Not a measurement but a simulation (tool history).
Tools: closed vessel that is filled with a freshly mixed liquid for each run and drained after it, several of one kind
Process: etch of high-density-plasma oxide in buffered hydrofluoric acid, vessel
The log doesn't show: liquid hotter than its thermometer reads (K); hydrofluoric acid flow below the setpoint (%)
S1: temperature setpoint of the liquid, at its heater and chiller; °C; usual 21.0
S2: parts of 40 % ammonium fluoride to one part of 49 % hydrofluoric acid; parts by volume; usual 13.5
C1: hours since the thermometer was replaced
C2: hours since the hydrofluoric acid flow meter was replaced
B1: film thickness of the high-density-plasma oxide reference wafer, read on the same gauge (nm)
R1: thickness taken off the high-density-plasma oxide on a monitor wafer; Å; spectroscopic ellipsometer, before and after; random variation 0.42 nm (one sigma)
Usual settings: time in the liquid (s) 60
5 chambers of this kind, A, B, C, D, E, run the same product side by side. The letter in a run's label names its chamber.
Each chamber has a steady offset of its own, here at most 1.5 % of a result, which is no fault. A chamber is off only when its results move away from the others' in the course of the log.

{"run": "1D", "day": 0.192, "S1": 21.0, "S2": 13.5, "time in the liquid (s)": 60, "C1": 867.2, "C2": 644.6, "B1": 149.99, "R1": 535.35}
{"run": "2C", "day": 0.421, "S1": 21.0, "S2": 13.5, "time in the liquid (s)": 60, "C1": 273.9, "C2": 771.1, "B1": 149.98, "R1": 541.57}
{"run": "3A", "day": 0.633, "S1": 21.0, "S2": 13.5, "time in the liquid (s)": 60, "C1": 1926.1, "C2": 591.0, "B1": 149.99, "R1": 552.48}
{"run": "4B", "day": 0.767, "S1": 21.0, "S2": 13.5, "time in the liquid (s)": 60, "C1": 1384.1, "C2": 1598.9, "B1": 149.99, "R1": 533.85}
{"run": "5E", "day": 1.017, "S1": 21.0, "S2": 13.5, "time in the liquid (s)": 60, "C1": 543.4, "C2": 656.5, "B1": 150.0, "R1": 528.26}
{"run": "6E", "day": 1.158, "S1": 21.0, "S2": 13.5, "time in the liquid (s)": 60, "C1": 546.8, "C2": 659.9, "B1": 150.02, "R1": 527.77}
{"run": "7C", "day": 1.404, "S1": 21.0, "S2": 13.5, "time in the liquid (s)": 60, "C1": 297.5, "C2": 794.7, "B1": 150.01, "R1": 546.54}
{"run": "8B", "day": 1.554, "S1": 21.0, "S2": 13.5, "time in the liquid (s)": 60, "C1": 1403.0, "C2": 1617.8, "B1": 149.99, "R1": 532.19}
{"run": "9D", "day": 1.708, "S1": 21.0, "S2": 13.5, "time in the liquid (s)": 60, "C1": 903.6, "C2": 681.0, "B1": 150.03, "R1": 527.2}
{"run": "10A", "day": 1.846, "S1": 21.0, "S2": 17.5, "time in the liquid (s)": 60, "C1": 1955.2, "C2": 620.1, "B1": 150.01, "R1": 422.98}
{"run": "11E", "day": 2.004, "S1": 21.0, "S2": 17.5, "time in the liquid (s)": 60, "C1": 567.1, "C2": 680.2, "B1": 150.0, "R1": 407.68}
{"run": "12A", "day": 2.125, "S1": 21.0, "S2": 17.5, "time in the liquid (s)": 60, "C1": 1961.9, "C2": 626.8, "B1": 150.01, "R1": 420.73}
{"day": 2.258, "done": "chamber B: hydrofluoric acid flow meter replaced"}
{"run": "13D", "day": 2.275, "S1": 21.0, "S2": 17.5, "time in the liquid (s)": 60, "C1": 917.2, "C2": 694.6, "B1": 149.98, "R1": 426.87}
{"day": 2.333, "done": "chamber A: hydrofluoric acid flow meter replaced"}
{"run": "14C", "day": 2.438, "S1": 21.0, "S2": 17.5, "time in the liquid (s)": 60, "C1": 322.3, "C2": 819.5, "B1": 150.0, "R1": 427.79}
{"run": "15B", "day": 2.692, "S1": 21.0, "S2": 13.5, "time in the liquid (s)": 60, "C1": 1430.3, "C2": 10.4, "B1": 149.98, "R1": 534.44}
{"run": "16D", "day": 2.921, "S1": 21.0, "S2": 13.5, "time in the liquid (s)": 60, "C1": 932.7, "C2": 710.1, "B1": 149.98, "R1": 537.26}
{"run": "17E", "day": 3.154, "S1": 21.0, "S2": 13.5, "time in the liquid (s)": 60, "C1": 594.7, "C2": 707.8, "B1": 150.02, "R1": 525.89}
{"run": "18C", "day": 3.433, "S1": 21.0, "S2": 17.0, "time in the liquid (s)": 80, "C1": 346.2, "C2": 843.4, "B1": 150.03, "R1": 570.95}
{"run": "19B", "day": 3.629, "S1": 21.0, "S2": 17.0, "time in the liquid (s)": 80, "C1": 1452.8, "C2": 32.9, "B1": 149.98, "R1": 566.56}
{"run": "20A", "day": 3.821, "S1": 21.0, "S2": 17.0, "time in the liquid (s)": 80, "C1": 2002.6, "C2": 35.7, "B1": 150.0, "R1": 588.53}
{"run": "21A", "day": 4.071, "S1": 21.0, "S2": 17.0, "time in the liquid (s)": 80, "C1": 2008.6, "C2": 41.7, "B1": 149.98, "R1": 586.78}
{"run": "22D", "day": 4.233, "S1": 21.0, "S2": 17.0, "time in the liquid (s)": 80, "C1": 964.2, "C2": 741.6, "B1": 150.03, "R1": 574.47}
{"run": "23C", "day": 4.479, "S1": 21.0, "S2": 13.5, "time in the liquid (s)": 60, "C1": 371.3, "C2": 868.5, "B1": 149.96, "R1": 543.51}
{"run": "24B", "day": 4.746, "S1": 21.0, "S2": 13.5, "time in the liquid (s)": 60, "C1": 1479.6, "C2": 59.7, "B1": 149.95, "R1": 537.04}
{"run": "25E", "day": 4.904, "S1": 21.0, "S2": 13.5, "time in the liquid (s)": 75, "C1": 636.7, "C2": 749.8, "B1": 150.02, "R1": 635.04}
{"run": "26C", "day": 5.083, "S1": 21.0, "S2": 13.5, "time in the liquid (s)": 75, "C1": 385.8, "C2": 883.0, "B1": 150.01, "R1": 688.76}
{"run": "27D", "day": 5.321, "S1": 21.0, "S2": 13.5, "time in the liquid (s)": 75, "C1": 990.3, "C2": 767.7, "B1": 149.97, "R1": 671.16}
{"run": "28E", "day": 5.5, "S1": 21.0, "S2": 13.5, "time in the liquid (s)": 75, "C1": 651.0, "C2": 764.1, "B1": 150.01, "R1": 633.71}
{"run": "29B", "day": 5.675, "S1": 21.0, "S2": 13.5, "time in the liquid (s)": 75, "C1": 1501.9, "C2": 82.0, "B1": 149.95, "R1": 672.6}
{"run": "30A", "day": 5.9, "S1": 21.0, "S2": 9.5, "time in the liquid (s)": 80, "C1": 2052.5, "C2": 85.6, "B1": 149.97, "R1": 997.26}
{"run": "31B", "day": 6.042, "S1": 21.0, "S2": 9.5, "time in the liquid (s)": 80, "C1": 1510.7, "C2": 90.8, "B1": 150.03, "R1": 987.15}
{"run": "32A", "day": 6.183, "S1": 21.0, "S2": 9.5, "time in the liquid (s)": 80, "C1": 2059.3, "C2": 92.4, "B1": 149.96, "R1": 997.44}
{"run": "33C", "day": 6.438, "S1": 21.0, "S2": 9.5, "time in the liquid (s)": 80, "C1": 418.3, "C2": 915.5, "B1": 150.03, "R1": 1007.4}
{"run": "34D", "day": 6.679, "S1": 21.0, "S2": 9.5, "time in the liquid (s)": 80, "C1": 1022.9, "C2": 800.3, "B1": 150.0, "R1": 987.67}
{"run": "35E", "day": 6.933, "S1": 18.0, "S2": 13.5, "time in the liquid (s)": 30, "C1": 685.4, "C2": 798.5, "B1": 150.0, "R1": 213.57}
{"run": "36C", "day": 7.092, "S1": 18.0, "S2": 13.5, "time in the liquid (s)": 30, "C1": 434.0, "C2": 931.2, "B1": 150.03, "R1": 230.52}
{"run": "37D", "day": 7.246, "S1": 18.0, "S2": 13.5, "time in the liquid (s)": 30, "C1": 1036.5, "C2": 813.9, "B1": 150.0, "R1": 227.52}
{"run": "38B", "day": 7.388, "S1": 18.0, "S2": 13.5, "time in the liquid (s)": 30, "C1": 1543.0, "C2": 123.1, "B1": 149.99, "R1": 227.44}
{"run": "39A", "day": 7.6, "S1": 18.0, "S2": 13.5, "time in the liquid (s)": 30, "C1": 2093.3, "C2": 126.4, "B1": 149.98, "R1": 232.17}
{"run": "40E", "day": 7.796, "S1": 21.0, "S2": 13.5, "time in the liquid (s)": 60, "C1": 706.1, "C2": 819.2, "B1": 150.0, "R1": 499.41}
{"run": "41C", "day": 7.975, "S1": 21.0, "S2": 13.5, "time in the liquid (s)": 60, "C1": 455.2, "C2": 952.4, "B1": 150.0, "R1": 532.02}

Next, every chamber runs the same settings. What will each give?
{"run": "42A", "day": 8.171, "S1": 25.5, "S2": 13.5, "time in the liquid (s)": 60, "R1": "?"}
{"run": "42B", "day": 8.171, "S1": 25.5, "S2": 13.5, "time in the liquid (s)": 60, "R1": "?"}
{"run": "42C", "day": 8.171, "S1": 25.5, "S2": 13.5, "time in the liquid (s)": 60, "R1": "?"}
{"run": "42D", "day": 8.171, "S1": 25.5, "S2": 13.5, "time in the liquid (s)": 60, "R1": "?"}
{"run": "42E", "day": 8.171, "S1": 25.5, "S2": 13.5, "time in the liquid (s)": 60, "R1": "?"}

run=42A R1=699.83
run=42B R1=694.75
run=42C R1=694.73
run=42D R1=687.02
run=42E R1=636.60

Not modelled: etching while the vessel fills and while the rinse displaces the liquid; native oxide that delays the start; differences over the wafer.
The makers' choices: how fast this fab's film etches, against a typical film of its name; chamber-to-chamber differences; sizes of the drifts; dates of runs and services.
